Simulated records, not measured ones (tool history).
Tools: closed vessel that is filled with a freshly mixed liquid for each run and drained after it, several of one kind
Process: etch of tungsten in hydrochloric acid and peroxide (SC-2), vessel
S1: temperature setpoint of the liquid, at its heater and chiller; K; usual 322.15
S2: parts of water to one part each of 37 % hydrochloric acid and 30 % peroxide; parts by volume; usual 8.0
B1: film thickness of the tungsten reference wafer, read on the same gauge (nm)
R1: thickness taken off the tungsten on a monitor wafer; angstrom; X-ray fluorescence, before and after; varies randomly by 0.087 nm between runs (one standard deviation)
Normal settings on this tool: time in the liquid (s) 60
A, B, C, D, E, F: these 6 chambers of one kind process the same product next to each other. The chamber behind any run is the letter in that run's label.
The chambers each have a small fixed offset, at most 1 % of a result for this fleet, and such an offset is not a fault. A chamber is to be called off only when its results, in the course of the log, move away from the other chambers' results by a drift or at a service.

{"run": "1A", "day": 0.271, "S1": 322.15, "S2": 8.0, "time in the liquid (s)": 60, "B1": 60.012, "R1": 103.11}
{"day": 0.454, "done": "chamber C: new drum of peroxide connected"}
{"run": "2F", "day": 0.521, "S1": 322.15, "S2": 8.0, "time in the liquid (s)": 60, "B1": 59.996, "R1": 102.76}
{"run": "3C", "day": 0.738, "S1": 322.15, "S2": 8.0, "time in the liquid (s)": 60, "B1": 59.995, "R1": 102.81}
{"run": "4E", "day": 0.929, "S1": 322.15, "S2": 8.0, "time in the liquid (s)": 60, "B1": 60.008, "R1": 103.19}
{"run": "5B", "day": 1.25, "S1": 322.15, "S2": 8.0, "time in the liquid (s)": 60, "B1": 59.995, "R1": 102.11}
{"run": "6D", "day": 1.508, "S1": 322.15, "S2": 6.5, "time in the liquid (s)": 80, "B1": 59.952, "R1": 158.53}
{"run": "7E", "day": 1.85, "S1": 322.15, "S2": 6.5, "time in the liquid (s)": 80, "B1": 59.966, "R1": 161.77}
{"run": "8A", "day": 2.129, "S1": 322.15, "S2": 6.5, "time in the liquid (s)": 80, "B1": 60.013, "R1": 159.55}
{"run": "9C", "day": 2.325, "S1": 322.15, "S2": 6.5, "time in the liquid (s)": 80, "B1": 59.987, "R1": 159.92}
{"run": "10D", "day": 2.662, "S1": 322.15, "S2": 6.5, "time in the liquid (s)": 80, "B1": 60.033, "R1": 158.02}
{"run": "11F", "day": 2.854, "S1": 322.15, "S2": 6.5, "time in the liquid (s)": 80, "B1": 60.049, "R1": 160.56}
{"run": "12B", "day": 3.025, "S1": 322.15, "S2": 8.0, "time in the liquid (s)": 60, "B1": 60.066, "R1": 100.97}
{"run": "13B", "day": 3.262, "S1": 322.15, "S2": 8.0, "time in the liquid (s)": 60, "B1": 59.974, "R1": 100.86}
{"day": 3.379, "done": "chamber E: thermometer replaced"}
{"run": "14D", "day": 3.583, "S1": 322.15, "S2": 8.0, "time in the liquid (s)": 60, "B1": 59.977, "R1": 101.29}
{"run": "15F", "day": 3.842, "S1": 322.15, "S2": 8.0, "time in the liquid (s)": 60, "B1": 59.992, "R1": 103.6}
{"run": "16C", "day": 4.046, "S1": 322.15, "S2": 8.0, "time in the liquid (s)": 60, "B1": 60.0, "R1": 103.27}
{"run": "17E", "day": 4.208, "S1": 322.15, "S2": 8.0, "time in the liquid (s)": 60, "B1": 59.985, "R1": 103.4}
{"run": "18A", "day": 4.512, "S1": 322.15, "S2": 8.0, "time in the liquid (s)": 60, "B1": 60.02, "R1": 103.8}
{"run": "19B", "day": 4.671, "S1": 322.15, "S2": 8.0, "time in the liquid (s)": 60, "B1": 59.989, "R1": 99.924}
{"run": "20C", "day": 5.021, "S1": 322.15, "S2": 8.0, "time in the liquid (s)": 60, "B1": 59.978, "R1": 101.89}
{"run": "21E", "day": 5.229, "S1": 322.15, "S2": 8.0, "time in the liquid (s)": 60, "B1": 60.022, "R1": 102.13}
{"run": "22A", "day": 5.483, "S1": 322.15, "S2": 8.0, "time in the liquid (s)": 60, "B1": 59.996, "R1": 103.96}
{"day": 5.554, "done": "chamber A: new drum of peroxide connected"}
{"run": "23D", "day": 5.779, "S1": 322.15, "S2": 5.0, "time in the liquid (s)": 45, "B1": 60.053, "R1": 108.25}
{"run": "24F", "day": 6.042, "S1": 322.15, "S2": 5.0, "time in the liquid (s)": 45, "B1": 59.988, "R1": 107.81}
{"run": "25B", "day": 6.329, "S1": 322.15, "S2": 5.0, "time in the liquid (s)": 45, "B1": 60.025, "R1": 110.21}
{"run": "26D", "day": 6.621, "S1": 322.15, "S2": 5.0, "time in the liquid (s)": 45, "B1": 59.988, "R1": 107.74}
{"run": "27F", "day": 6.954, "S1": 322.15, "S2": 5.0, "time in the liquid (s)": 45, "B1": 60.022, "R1": 105.98}
{"run": "28E", "day": 7.108, "S1": 322.15, "S2": 5.0, "time in the liquid (s)": 45, "B1": 59.973, "R1": 110.41}
{"day": 7.112, "done": "chamber B: thermometer replaced"}
{"run": "29A", "day": 7.271, "S1": 322.15, "S2": 8.0, "time in the liquid (s)": 60, "B1": 60.021, "R1": 102.72}
{"day": 7.417, "done": "chamber E: chemicals flow meter replaced"}
{"run": "30C", "day": 7.5, "S1": 317.65, "S2": 8.0, "time in the liquid (s)": 60, "B1": 59.98, "R1": 76.246}
{"run": "31D", "day": 7.725, "S1": 317.65, "S2": 8.0, "time in the liquid (s)": 60, "B1": 59.993, "R1": 73.448}
{"run": "32B", "day": 7.917, "S1": 317.65, "S2": 8.0, "time in the liquid (s)": 60, "B1": 60.048, "R1": 74.566}
{"run": "33C", "day": 8.088, "S1": 317.65, "S2": 8.0, "time in the liquid (s)": 60, "B1": 60.031, "R1": 75.321}
{"run": "34E", "day": 8.438, "S1": 317.65, "S2": 8.0, "time in the liquid (s)": 60, "B1": 60.048, "R1": 76.828}
{"run": "35F", "day": 8.604, "S1": 317.65, "S2": 8.0, "time in the liquid (s)": 60, "B1": 59.978, "R1": 73.486}
{"run": "36A", "day": 8.946, "S1": 328.15, "S2": 5.0, "time in the liquid (s)": 60, "B1": 59.974, "R1": 214.7}
{"run": "37B", "day": 9.225, "S1": 328.15, "S2": 5.0, "time in the liquid (s)": 60, "B1": 59.987, "R1": 210.31}
{"run": "38E", "day": 9.546, "S1": 328.15, "S2": 5.0, "time in the liquid (s)": 60, "B1": 60.025, "R1": 220.63}
{"run": "39A", "day": 9.883, "S1": 328.15, "S2": 5.0, "time in the liquid (s)": 60, "B1": 59.987, "R1": 217.88}
{"run": "40C", "day": 10.104, "S1": 328.15, "S2": 5.0, "time in the liquid (s)": 60, "B1": 59.986, "R1": 215.67}
{"run": "41F", "day": 10.329, "S1": 328.15, "S2": 5.0, "time in the liquid (s)": 60, "B1": 60.017, "R1": 208.29}
{"run": "42D", "day": 10.654, "S1": 322.15, "S2": 8.0, "time in the liquid (s)": 60, "B1": 60.048, "R1": 101.07}
{"run": "43C", "day": 10.979, "S1": 322.15, "S2": 8.0, "time in the liquid (s)": 60, "B1": 60.038, "R1": 103.85}

One chamber off, gauge drift, or nothing amiss beyond the chambers' own small offsets? If it is a chamber, which one, and what is the likeliest cause?

Little by little, chamber F moves away from the other chambers.
Likeliest cause: chemicals flow below the setpoint (%) = 7.27.
The log might look much the same if the cause were instead: liquid colder than its thermometer reads (K); peroxide weaker than its label (%).

Chamber F could run next with any of the 4 candidate recipes listed below; each alters the usual settings, and their results appear as question marks. Which one brings its results back in line with what the other chambers deliver on the usual settings?
In line means no further than this from the other chambers' mean on the usual settings: R1 3.000 angstrom
{"run": "44F-1", "day": 11.238, "S1": 322.15, "S2": 7.5, "time in the liquid (s)": 60, "R1": "?"}
{"run": "44F-2", "day": 11.238, "S1": 323.65, "S2": 8.0, "time in the liquid (s)": 60, "R1": "?"}
{"run": "44F-3", "day": 11.238, "S1": 322.15, "S2": 8.5, "time in the liquid (s)": 60, "R1": "?"}
{"run": "44F-4", "day": 11.238, "S1": 321.15, "S2": 8.5, "time in the liquid (s)": 60, "R1": "?"}

On the usual settings, the other chambers give on average: R1 102.310 angstrom
run=44F-1 R1=102.400
run=44F-2 R1=107.330
run=44F-3 R1=92.575
run=44F-4 R1=86.609
44F-1 brings the chamber back in line.
